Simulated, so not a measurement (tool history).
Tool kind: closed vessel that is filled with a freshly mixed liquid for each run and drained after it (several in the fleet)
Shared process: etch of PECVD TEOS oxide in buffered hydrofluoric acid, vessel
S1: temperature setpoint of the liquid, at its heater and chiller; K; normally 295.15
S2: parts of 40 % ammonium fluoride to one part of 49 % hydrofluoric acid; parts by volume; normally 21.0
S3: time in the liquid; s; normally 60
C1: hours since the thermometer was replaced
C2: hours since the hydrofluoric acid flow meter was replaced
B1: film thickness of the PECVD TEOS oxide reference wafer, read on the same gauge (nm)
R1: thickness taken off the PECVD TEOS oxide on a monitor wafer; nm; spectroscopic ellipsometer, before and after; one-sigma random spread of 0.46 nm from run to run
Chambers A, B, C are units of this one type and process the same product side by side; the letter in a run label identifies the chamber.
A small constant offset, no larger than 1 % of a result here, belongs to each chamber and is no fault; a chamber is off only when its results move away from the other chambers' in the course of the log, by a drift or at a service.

run	hour	S1	S2	S3	C1	C2	B1	R1
1B	6.4	295.15	21.0	60	890.4	123.9	50.012	58.394
2C	15.6	295.15	21.0	60	1650.8	1403.0	50.011	58.896
3A	24.4	295.15	21.0	60	443.1	1172.7	49.991	59.889
4B	30.8	295.15	21.0	60	914.8	148.3	50.022	58.304
5A	39.1	295.15	21.0	60	457.8	1187.4	50.017	59.441
6C	46.9	295.15	21.0	60	1682.1	1434.3	49.987	58.721
7A	55.7	295.15	21.0	60	474.4	1204.0	49.973	59.395
8B	65.8	295.15	21.0	60	949.8	183.3	49.984	59.008
9C	75.6	295.15	21.0	60	1710.8	1463.0	50.007	58.752
10B	84.0	295.15	21.0	60	968.0	201.5	50.000	58.877
11A	91.4	295.15	13.0	60	510.1	1239.7	50.025	94.523
12C	98.3	295.15	13.0	60	1733.5	1485.7	49.986	94.428
# hour 102.3: chamber A: thermometer replaced
13C	103.9	295.15	13.0	60	1739.1	1491.3	49.998	92.234
14A	114.0	295.15	21.0	60	11.8	1262.3	49.990	58.773
15B	121.3	295.15	21.0	60	1005.3	238.8	50.001	58.602
16B	126.5	295.15	21.0	60	1010.5	244.0	49.994	58.094
17C	133.9	295.15	21.0	60	1769.1	1521.3	50.005	60.021
18A	144.1	291.65	21.0	30	41.9	1292.4	49.997	24.092
19A	155.4	291.65	21.0	30	53.2	1303.7	50.014	24.334
20C	166.4	291.65	21.0	30	1801.6	1553.8	50.003	25.003
21B	175.8	295.15	21.0	60	1059.8	293.3	49.992	58.270
22A	181.4	295.15	21.0	60	79.2	1329.7	49.976	59.330
23C	189.9	295.15	21.0	60	1825.1	1577.3	50.005	60.849
24B	201.7	295.15	21.0	60	1085.7	319.2	50.015	58.181
25A	208.5	295.15	21.0	35	106.3	1356.8	49.990	34.079
26C	217.9	295.15	21.0	35	1853.1	1605.3	49.991	35.812
27B	223.3	295.15	21.0	35	1107.3	340.8	50.023	34.284
28A	231.2	295.15	21.0	60	129.0	1379.5	49.999	59.066
29C	236.4	295.15	21.0	60	1871.6	1623.8	49.991	62.384
30B	245.2	295.15	21.0	60	1129.2	362.7	50.011	59.108
31B	252.0	295.15	21.0	60	1136.0	369.5	50.013	58.525
32C	258.5	295.15	21.0	60	1893.7	1645.9	50.011	62.958
33A	270.0	295.15	21.0	60	167.8	1418.3	50.015	58.722
34A	279.1	295.15	13.5	60	176.9	1427.4	50.016	90.153
35B	288.6	295.15	13.5	60	1172.6	406.1	50.004	90.094
36C	299.0	295.15	13.5	60	1934.2	1686.4	50.030	95.465
37B	308.1	295.15	21.0	60	1192.1	425.6	49.990	58.867
38C	319.8	295.15	16.5	90	1955.0	1707.2	50.005	120.070
39A	329.1	295.15	16.5	90	226.9	1477.4	50.004	110.910
40B	339.1	295.15	16.5	90	1223.1	456.6	50.013	109.840
41A	348.0	296.65	21.0	60	245.8	1496.3	50.003	64.467
42C	353.7	296.65	21.0	60	1988.9	1741.1	50.013	70.008

All chambers now run identical settings, listed one chamber a line with results as question marks. What results will each chamber show?
43A	362.2	295.15	21.0	60				?
43B	362.2	295.15	21.0	60				?
43C	362.2	295.15	21.0	60				?

run	R1
43A	59.619
43B	59.010
43C	64.555
